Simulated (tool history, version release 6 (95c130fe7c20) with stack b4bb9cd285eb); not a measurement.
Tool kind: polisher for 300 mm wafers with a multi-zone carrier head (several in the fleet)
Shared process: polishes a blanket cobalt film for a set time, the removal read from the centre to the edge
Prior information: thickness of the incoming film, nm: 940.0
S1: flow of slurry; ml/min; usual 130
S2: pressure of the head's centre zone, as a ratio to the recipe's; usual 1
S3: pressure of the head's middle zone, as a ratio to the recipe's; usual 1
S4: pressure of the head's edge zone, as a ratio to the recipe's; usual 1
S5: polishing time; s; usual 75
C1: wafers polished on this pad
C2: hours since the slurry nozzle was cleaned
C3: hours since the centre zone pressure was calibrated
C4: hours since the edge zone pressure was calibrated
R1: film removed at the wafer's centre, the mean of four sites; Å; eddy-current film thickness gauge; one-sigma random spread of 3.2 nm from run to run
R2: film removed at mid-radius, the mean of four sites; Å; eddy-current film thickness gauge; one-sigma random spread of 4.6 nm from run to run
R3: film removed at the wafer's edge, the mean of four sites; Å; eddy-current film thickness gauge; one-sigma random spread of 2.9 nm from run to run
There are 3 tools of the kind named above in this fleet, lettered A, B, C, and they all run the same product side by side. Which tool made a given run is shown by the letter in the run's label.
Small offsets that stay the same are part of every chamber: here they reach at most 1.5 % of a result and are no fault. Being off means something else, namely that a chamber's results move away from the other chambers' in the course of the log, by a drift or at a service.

run   hour   S1    S2  S3  S4  S5    C1     C2     C3     C4      R1      R2      R3
 1A    3.9  130     1   1   1  75   556  243.1     55  146.1    3546    3628  3679.9
 2C    9.2  130     1   1   1  75   580   71.4  786.3  480.8  3631.2  3639.5  3647.1
 3B   13.6  130     1   1   1  75  1018  181.3  651.2  543.1  3711.7  3661.6  3597.3
 4B   18.1  130     1   1   1  75  1071  185.8  655.7  547.6  3628.8  3646.5  3598.1
 5A   22.2  130     1   1   1  75   771  261.4   73.3  164.4  3578.5  3576.9  3582.6
      25.4  -- chamber B: worn pad replaced by a new one
 6C   25.4  130     1   1   1  75   771   87.6  802.5    497  3587.8  3709.7  3607.6
 7B   31.1  130     1   1   1  75    67  198.8  668.7  560.6  3705.5  3655.8  3620.2
 8C   37.4  130     1   1   1  75   912   99.6  814.5    509  3613.9  3654.7  3579.7
 9A   42.1  130     1   1   1  75  1006  281.3   93.2  184.3  3553.5  3637.2  3606.1
10A   47.3  130     1   1   1  75  1067  286.5   98.4  189.5  3654.3  3635.8  3601.2
      53.3  -- chamber A: worn pad replaced by a new one
11B   53.4  130  1.08   1   1  87   330  221.1    691  582.9  4572.9    4209  4252.9
12C   59.8  130  1.08   1   1  87  1176    122  836.9  531.4  4445.7  4217.8  4160.1
13B   64.2  130  1.08   1   1  87   457  231.9  701.8  593.7  4558.1  4238.4  4180.3
      64.6  -- chamber A: slurry nozzle cleaned
14A   68.6  130     1   1   1  75   180    4.1  119.7  210.8  3575.4  3584.7  3540.9
15C   71.7  130  0.93   1   1  75  1317  133.9  848.8  543.3  3234.8  3577.1  3500.7
16A     75  130  0.93   1   1  75   256   10.5  126.1  217.2  3297.4  3580.2  3606.6
17B     80  130  0.93   1   1  75   644  247.7  717.6  609.5  3396.7  3629.9  3600.5
18C   85.6  130     1   1   1  75  1480  147.8  862.7  557.2  3496.5  3511.1  3487.5
      91.1  -- chamber C: centre zone pressure recalibrated
19B   92.3  130     1   1   1  75   788    260  729.9  621.8  3644.2  3549.1  3594.3
20A   98.1  130     1   1   1  75   528   33.6  149.2  240.3  3615.5  3602.5  3624.6
21C  102.7  130     1   1   1  75  1682  164.9   11.6  574.3  3456.2  3430.5  3434.7
22B  108.5  130     1   1   1  75   979  276.2  746.1    638  3588.7  3611.2  3656.4
23A  114.3  130     1   1   1  75   719   49.8  165.4  256.5  3557.5  3715.4  3627.9
24C  120.8  130     1   1   1  75  1895    183   29.7  592.4  3411.2  3420.2  3385.5
     120.9  -- chamber B: centre zone pressure recalibrated
     121.5  -- chamber B: slurry nozzle cleaned
25B  126.3  130     1   1   1  75  1189    4.8    5.4  655.8  3623.4  3613.2  3610.2
26C  131.6  130     1   1   1  75  2022  193.8   40.5  603.2  3386.2  3425.7  3336.4
     134.7  -- chamber B: worn pad replaced by a new one
27A  135.7   95     1   1   1  58   971   71.2  186.8  277.9  2520.6  2588.7    2662
28B  139.1   95     1   1   1  58    52   17.6   18.2  668.6  2597.6  2652.7  2639.8
     141.9  -- chamber A: edge zone pressure recalibrated
29A  142.6   95     1   1   1  58  1052   78.1  193.7    0.7  2531.8  2587.7  2636.3
30C  146.2  130     1   1   1  75  2194  208.4   55.1  617.8  3356.4  3431.4  3348.9
31A  150.1  130     1   1   1  75  1141   85.6  201.2    8.2  3636.7  3580.7    3628
     151.9  -- chamber A: worn pad replaced by a new one
32C  154.3  130     1   1   1  75  2290  216.5   63.2  625.9  3356.4  3374.2  3323.4
33B  161.1  130     1   1   1  75   311   39.6   40.2  690.6  3663.3  3685.7  3620.1
34C  165.5  130     1   1   1  75  2422  227.7   74.4  637.1  3313.5  3341.6  3305.9
35A  170.7  130     1   1   1  75   222  106.2  221.8   28.8  3583.4  3550.5  3624.2
36B  173.9  110     1   1   1  75   462   52.4     53  703.4  3451.5  3512.2    3493
37B  180.4  110     1   1   1  75   539   58.9   59.5  709.9  3437.9    3532  3465.2

Has any chamber moved away from the others, gradually or after a service, or does the common gauge drift, or do the chambers differ only by their own small steady offsets? State the chamber and the most likely cause if one applies.

Little by little, chamber C moves away from the other chambers.
Most likely cause: removal rate lost through wear of the pad, % = 10.4.
With only this log, it may be confused with: slurry flow missing at the pad, %.

Below are 4 candidate recipes for chamber C's next run, each the usual settings with a change, their results shown as question marks. Which of them brings C's results back in line with what the other chambers give on the usual settings?
Counts as in line when no further than this from what the other chambers average on the usual settings: R1 110 Å; R2 160 Å; R3 100 Å
38C-1  185.3  130   1  0.99  1.01  83                   ?   ?   ?
38C-2  185.3  130   1  1.01  0.98  64                   ?   ?   ?
38C-3  185.3  135   1     1  1.01  87                   ?   ?   ?
38C-4  185.3  130   1     1  0.99  68                   ?   ?   ?

Other chambers, usual settings, mean: R1 3607.2 Å; R2 3630.3 Å; R3 3612.8 Å
  run      R1      R2      R3
38C-1  3611.5  3614.8  3617.9
38C-2  2785.2  2838.5  2744.5
38C-3  3821.2    3855  3813.6
38C-4  2959.1  2988.7  2932.2
The right change is 38C-1: it brings the chamber back within the allowed miss of the others.
